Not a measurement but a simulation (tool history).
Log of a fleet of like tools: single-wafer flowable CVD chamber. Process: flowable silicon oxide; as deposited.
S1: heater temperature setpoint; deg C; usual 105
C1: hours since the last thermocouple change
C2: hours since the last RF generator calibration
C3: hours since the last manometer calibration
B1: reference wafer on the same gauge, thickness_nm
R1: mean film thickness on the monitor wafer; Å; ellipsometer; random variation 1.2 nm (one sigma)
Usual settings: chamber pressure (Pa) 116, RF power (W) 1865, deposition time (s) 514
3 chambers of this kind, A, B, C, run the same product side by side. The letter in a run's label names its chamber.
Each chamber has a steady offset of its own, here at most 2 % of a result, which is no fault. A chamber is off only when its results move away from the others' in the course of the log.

Run 1C, day 0.212: usual settings; C1 2445.2; C2 734.2; C3 864.2; B1 331.13. Result: R1 2928.2 Å.
Run 2B, day 0.321: usual settings; C1 1017.2; C2 486.8; C3 115.6; B1 330.72. Result: R1 2890.5 Å.
Run 3A, day 0.533: usual settings; C1 397; C2 662.7; C3 750.9; B1 331.13. Result: R1 2885.1 Å.
At day 0.592: chamber B: thermocouple changed; heater temperature recalibrated.
Run 4C, day 0.712: usual settings; C1 2457.2; C2 746.2; C3 876.2; B1 330.83. Result: R1 2963.9 Å.
Run 5B, day 0.871: usual settings; C1 6.7; C2 500; C3 128.8; B1 331.07. Result: R1 2856.9 Å.
Run 6A, day 0.992: usual settings; C1 408; C2 673.7; C3 761.9; B1 331.1. Result: R1 2883 Å.
Run 7B, day 1.108: usual settings; C1 12.4; C2 505.7; C3 134.5; B1 331.02. Result: R1 2901 Å.
Run 8C, day 1.275: usual settings; C1 2470.7; C2 759.7; C3 889.7; B1 330.9. Result: R1 2954.4 Å.
Run 9A, day 1.412: usual settings; C1 418.1; C2 683.8; C3 772; B1 331.14. Result: R1 2873.3 Å.
Run 10C, day 1.579: usual settings; C1 2478; C2 767; C3 897; B1 331. Result: R1 2950.1 Å.
Run 11A, day 1.733: usual settings but chamber pressure (Pa) 98.8, deposition time (s) 553; C1 425.8; C2 691.5; C3 779.7; B1 330.94. Result: R1 2526.8 Å.
Run 12B, day 1.912: usual settings but chamber pressure (Pa) 98.8, deposition time (s) 553; C1 31.7; C2 525; C3 153.8; B1 331.26. Result: R1 2526.2 Å.
Run 13A, day 2.133: usual settings but chamber pressure (Pa) 98.8, deposition time (s) 553; C1 435.4; C2 701.1; C3 789.3; B1 331.12. Result: R1 2514.8 Å.
Run 14B, day 2.35: usual settings; C1 42.2; C2 535.5; C3 164.3; B1 331.08. Result: R1 2861.4 Å.
Run 15C, day 2.558: usual settings; C1 2501.5; C2 790.5; C3 920.5; B1 330.97. Result: R1 2923.9 Å.
Run 16A, day 2.738: usual settings; C1 449.9; C2 715.6; C3 803.8; B1 331.04. Result: R1 2887.8 Å.
Run 17C, day 2.862: usual settings; C1 2508.8; C2 797.8; C3 927.8; B1 330.55. Result: R1 2941.8 Å.
Run 18B, day 3.038: usual settings; C1 58.7; C2 552; C3 180.8; B1 331.52. Result: R1 2878.9 Å.
Run 19B, day 3.158: usual settings; C1 61.6; C2 554.9; C3 183.7; B1 331.3. Result: R1 2854.7 Å.
Run 20A, day 3.396: usual settings; C1 465.7; C2 731.4; C3 819.6; B1 330.92. Result: R1 2870.3 Å.
Run 21C, day 3.567: usual settings; C1 2525.7; C2 814.7; C3 944.7; B1 331.05. Result: R1 2948 Å.
Run 22C, day 3.738: usual settings; C1 2529.8; C2 818.8; C3 948.8; B1 330.71. Result: R1 2928.2 Å.
Run 23B, day 3.946: usual settings; C1 80.5; C2 573.8; C3 202.6; B1 330.95. Result: R1 2856.7 Å.
Run 24A, day 4.054: usual settings; C1 481.5; C2 747.2; C3 835.4; B1 331.03. Result: R1 2890.7 Å.
Run 25B, day 4.162: usual settings; C1 85.7; C2 579; C3 207.8; B1 330.92. Result: R1 2881.5 Å.
Run 26C, day 4.367: usual settings; C1 2544.9; C2 833.9; C3 963.9; B1 330.73. Result: R1 2947 Å.
Run 27A, day 4.571: usual settings; C1 493.9; C2 759.6; C3 847.8; B1 331.54. Result: R1 2866.9 Å.
Run 28C, day 4.746: usual settings; C1 2554; C2 843; C3 973; B1 331.19. Result: R1 2947 Å.
Run 29A, day 4.904: usual settings; C1 501.9; C2 767.6; C3 855.8; B1 331.01. Result: R1 2863 Å.
Run 30B, day 5.083: usual settings but RF power (W) 1590; C1 107.8; C2 601.1; C3 229.9; B1 331.03. Result: R1 2746.8 Å.
Run 31A, day 5.217: usual settings but RF power (W) 1590; C1 509.4; C2 775.1; C3 863.3; B1 331.06. Result: R1 2756.7 Å.
Run 32C, day 5.396: usual settings but RF power (W) 1590; C1 2569.6; C2 858.6; C3 988.6; B1 330.84. Result: R1 2826.7 Å.
Run 33B, day 5.529: usual settings; C1 118.5; C2 611.8; C3 240.6; B1 331.27. Result: R1 2865.9 Å.
Run 34A, day 5.75: usual settings but RF power (W) 1580; C1 522.2; C2 787.9; C3 876.1; B1 331.45. Result: R1 2735.8 Å.
Run 35C, day 5.862: usual settings but RF power (W) 1580; C1 2580.8; C2 869.8; C3 999.8; B1 331.04. Result: R1 2821.9 Å.
Run 36B, day 5.988: usual settings but RF power (W) 1580; C1 129.5; C2 622.8; C3 251.6; B1 331.28. Result: R1 2753.3 Å.

What goes on in this fleet: one chamber off, a drifting gauge, or nothing beyond the chambers' own small offsets? Name the chamber and the cause, if any.

No chamber stands off beyond its own small offset, and the gauge holds steady.
